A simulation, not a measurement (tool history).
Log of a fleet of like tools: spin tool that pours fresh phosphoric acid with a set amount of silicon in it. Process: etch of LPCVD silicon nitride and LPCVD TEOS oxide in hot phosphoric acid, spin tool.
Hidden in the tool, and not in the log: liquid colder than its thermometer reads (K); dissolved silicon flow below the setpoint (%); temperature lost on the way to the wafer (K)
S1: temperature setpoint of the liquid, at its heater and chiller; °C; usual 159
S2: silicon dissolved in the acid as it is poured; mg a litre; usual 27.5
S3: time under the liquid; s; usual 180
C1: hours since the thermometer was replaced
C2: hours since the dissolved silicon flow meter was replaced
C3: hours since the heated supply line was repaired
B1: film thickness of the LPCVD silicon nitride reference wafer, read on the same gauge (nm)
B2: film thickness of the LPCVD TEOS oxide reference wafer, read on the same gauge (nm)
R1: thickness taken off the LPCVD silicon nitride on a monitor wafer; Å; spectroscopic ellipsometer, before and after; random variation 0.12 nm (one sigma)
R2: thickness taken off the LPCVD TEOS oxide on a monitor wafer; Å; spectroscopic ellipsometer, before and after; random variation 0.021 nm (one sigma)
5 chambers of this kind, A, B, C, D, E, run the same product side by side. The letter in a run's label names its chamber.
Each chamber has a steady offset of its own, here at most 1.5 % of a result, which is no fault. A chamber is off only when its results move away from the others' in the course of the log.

{"run": "1E", "hour": 6.8, "S1": 159, "S2": 27.5, "S3": 180, "C1": 541.5, "C2": 295.2, "C3": 778.3, "B1": 119.96, "B2": 70.007, "R1": 154.37, "R2": 1.7004}
{"run": "2B", "hour": 16.2, "S1": 159, "S2": 27.5, "S3": 180, "C1": 19.5, "C2": 811.9, "C3": 1164.8, "B1": 120.02, "B2": 69.989, "R1": 157.51, "R2": 1.9659}
{"run": "3A", "hour": 29.4, "S1": 159, "S2": 27.5, "S3": 180, "C1": 678.3, "C2": 618.9, "C3": 1006.3, "B1": 120.01, "B2": 70.062, "R1": 153.3, "R2": 1.7699}
{"run": "4C", "hour": 38.5, "S1": 159, "S2": 27.5, "S3": 180, "C1": 1162.7, "C2": 361.1, "C3": 509.5, "B1": 120, "B2": 70.031, "R1": 153.94, "R2": 1.9828}
{"run": "5D", "hour": 50.7, "S1": 159, "S2": 27.5, "S3": 180, "C1": 314.9, "C2": 198.3, "C3": 284.2, "B1": 119.98, "B2": 69.958, "R1": 154.01, "R2": 2.0267}
{"run": "6B", "hour": 65.4, "S1": 159, "S2": 27.5, "S3": 180, "C1": 68.7, "C2": 861.1, "C3": 1214, "B1": 119.98, "B2": 69.947, "R1": 158.15, "R2": 1.9478}
{"run": "7C", "hour": 77.0, "S1": 159, "S2": 27.5, "S3": 180, "C1": 1201.2, "C2": 399.6, "C3": 548, "B1": 120.01, "B2": 69.963, "R1": 153.23, "R2": 2.2689}
{"run": "8A", "hour": 90.8, "S1": 159, "S2": 27.5, "S3": 180, "C1": 739.7, "C2": 680.3, "C3": 1067.7, "B1": 120, "B2": 70.034, "R1": 152.97, "R2": 1.8567}
{"hour": 98.1, "done": "chamber A: dissolved silicon flow meter replaced"}
{"run": "9E", "hour": 106.4, "S1": 159, "S2": 14.5, "S3": 270, "C1": 641.1, "C2": 394.8, "C3": 877.9, "B1": 120, "B2": 69.985, "R1": 227.26, "R2": 4.7902}
{"hour": 117.1, "done": "chamber E: thermometer replaced"}
{"run": "10D", "hour": 117.2, "S1": 159, "S2": 14.5, "S3": 270, "C1": 381.4, "C2": 264.8, "C3": 350.7, "B1": 120, "B2": 70.001, "R1": 232.28, "R2": 4.9789}
{"hour": 132.1, "done": "chamber E: heated supply line repaired"}
{"run": "11C", "hour": 132.6, "S1": 159, "S2": 14.5, "S3": 270, "C1": 1256.8, "C2": 455.2, "C3": 603.6, "B1": 120, "B2": 69.965, "R1": 227.84, "R2": 4.5916}
{"run": "12D", "hour": 140.4, "S1": 159, "S2": 14.5, "S3": 270, "C1": 404.6, "C2": 288, "C3": 373.9, "B1": 119.99, "B2": 70.01, "R1": 231.74, "R2": 4.1579}
{"run": "13A", "hour": 148.5, "S1": 159, "S2": 14.5, "S3": 270, "C1": 797.4, "C2": 50.4, "C3": 1125.4, "B1": 119.98, "B2": 70.016, "R1": 230.19, "R2": 4.399}
{"run": "14E", "hour": 164.1, "S1": 159, "S2": 27.5, "S3": 180, "C1": 47, "C2": 452.5, "C3": 32.1, "B1": 120.02, "B2": 69.955, "R1": 153.13, "R2": 1.7195}
{"run": "15B", "hour": 176.7, "S1": 159, "S2": 27.5, "S3": 180, "C1": 180, "C2": 972.4, "C3": 1325.3, "B1": 120.01, "B2": 69.99, "R1": 156.47, "R2": 1.7842}
{"run": "16D", "hour": 185.7, "S1": 159, "S2": 12.5, "S3": 275, "C1": 449.9, "C2": 333.3, "C3": 419.2, "B1": 120.01, "B2": 70.043, "R1": 235.23, "R2": 5.2877}
{"run": "17B", "hour": 194.1, "S1": 159, "S2": 12.5, "S3": 275, "C1": 197.4, "C2": 989.8, "C3": 1342.7, "B1": 119.99, "B2": 70.011, "R1": 236.52, "R2": 5.5846}
{"hour": 199.9, "done": "chamber C: thermometer replaced"}
{"run": "18A", "hour": 206.6, "S1": 159, "S2": 12.5, "S3": 275, "C1": 855.5, "C2": 108.5, "C3": 1183.5, "B1": 120.01, "B2": 69.987, "R1": 237.8, "R2": 4.5256}
{"run": "19E", "hour": 221.4, "S1": 159, "S2": 12.5, "S3": 275, "C1": 104.3, "C2": 509.8, "C3": 89.4, "B1": 120.02, "B2": 69.98, "R1": 235.65, "R2": 4.9005}
{"run": "20C", "hour": 236.9, "S1": 159, "S2": 12.5, "S3": 275, "C1": 37.1, "C2": 559.5, "C3": 707.9, "B1": 119.98, "B2": 69.975, "R1": 234.8, "R2": 3.787}
{"run": "21D", "hour": 246.1, "S1": 159, "S2": 27.5, "S3": 180, "C1": 510.3, "C2": 393.7, "C3": 479.6, "B1": 120.03, "B2": 69.992, "R1": 153.05, "R2": 2.2744}
{"run": "22C", "hour": 254.3, "S1": 159, "S2": 27.5, "S3": 180, "C1": 54.5, "C2": 576.9, "C3": 725.3, "B1": 120, "B2": 70.001, "R1": 154.48, "R2": 2.1741}
{"run": "23E", "hour": 268.8, "S1": 159, "S2": 27.5, "S3": 180, "C1": 151.7, "C2": 557.2, "C3": 136.8, "B1": 120, "B2": 70.039, "R1": 154.7, "R2": 1.9871}
{"run": "24B", "hour": 283.3, "S1": 159, "S2": 27.5, "S3": 180, "C1": 286.6, "C2": 1079, "C3": 1431.9, "B1": 119.98, "B2": 69.947, "R1": 152.28, "R2": 1.7986}
{"run": "25A", "hour": 296.2, "S1": 159, "S2": 27.5, "S3": 180, "C1": 945.1, "C2": 198.1, "C3": 1273.1, "B1": 119.99, "B2": 69.996, "R1": 154.15, "R2": 1.58}
{"hour": 301.4, "done": "chamber B: heated supply line repaired"}
{"run": "26E", "hour": 311.4, "S1": 159, "S2": 27.5, "S3": 180, "C1": 194.3, "C2": 599.8, "C3": 179.4, "B1": 119.99, "B2": 70.033, "R1": 152.06, "R2": 1.7932}
{"run": "27A", "hour": 318.7, "S1": 159, "S2": 27.5, "S3": 180, "C1": 967.6, "C2": 220.6, "C3": 1295.6, "B1": 119.97, "B2": 70.001, "R1": 151.17, "R2": 1.6041}
{"run": "28D", "hour": 331.0, "S1": 159, "S2": 27.5, "S3": 180, "C1": 595.2, "C2": 478.6, "C3": 564.5, "B1": 119.98, "B2": 69.982, "R1": 154.03, "R2": 1.798}
{"run": "29B", "hour": 342.9, "S1": 159, "S2": 27.5, "S3": 180, "C1": 346.2, "C2": 1138.6, "C3": 41.5, "B1": 119.98, "B2": 70.033, "R1": 155.11, "R2": 1.5923}
{"run": "30C", "hour": 358.3, "S1": 160.5, "S2": 27.5, "S3": 180, "C1": 158.5, "C2": 680.9, "C3": 829.3, "B1": 119.97, "B2": 70.018, "R1": 161.69, "R2": 1.9107}
{"run": "31D", "hour": 366.2, "S1": 160.5, "S2": 27.5, "S3": 180, "C1": 630.4, "C2": 513.8, "C3": 599.7, "B1": 119.99, "B2": 69.985, "R1": 161.78, "R2": 2.1314}
{"run": "32B", "hour": 373.1, "S1": 160.5, "S2": 27.5, "S3": 180, "C1": 376.4, "C2": 1168.8, "C3": 71.7, "B1": 120, "B2": 69.983, "R1": 163.88, "R2": 1.918}
{"run": "33A", "hour": 388.4, "S1": 160.5, "S2": 27.5, "S3": 180, "C1": 1037.3, "C2": 290.3, "C3": 1365.3, "B1": 119.99, "B2": 70.012, "R1": 161.68, "R2": 1.9993}
{"run": "34E", "hour": 401.5, "S1": 160.5, "S2": 27.5, "S3": 180, "C1": 284.4, "C2": 689.9, "C3": 269.5, "B1": 119.99, "B2": 69.998, "R1": 162.87, "R2": 2.1844}
{"run": "35C", "hour": 416.3, "S1": 159, "S2": 27.5, "S3": 180, "C1": 216.5, "C2": 738.9, "C3": 887.3, "B1": 119.97, "B2": 70.035, "R1": 152.59, "R2": 1.6349}

Is one chamber off against the others, does the gauge drift, or is nothing wrong? If a chamber is off, say which, and what the likeliest cause is.

No chamber stands off beyond its own small offset, and the gauge holds steady.

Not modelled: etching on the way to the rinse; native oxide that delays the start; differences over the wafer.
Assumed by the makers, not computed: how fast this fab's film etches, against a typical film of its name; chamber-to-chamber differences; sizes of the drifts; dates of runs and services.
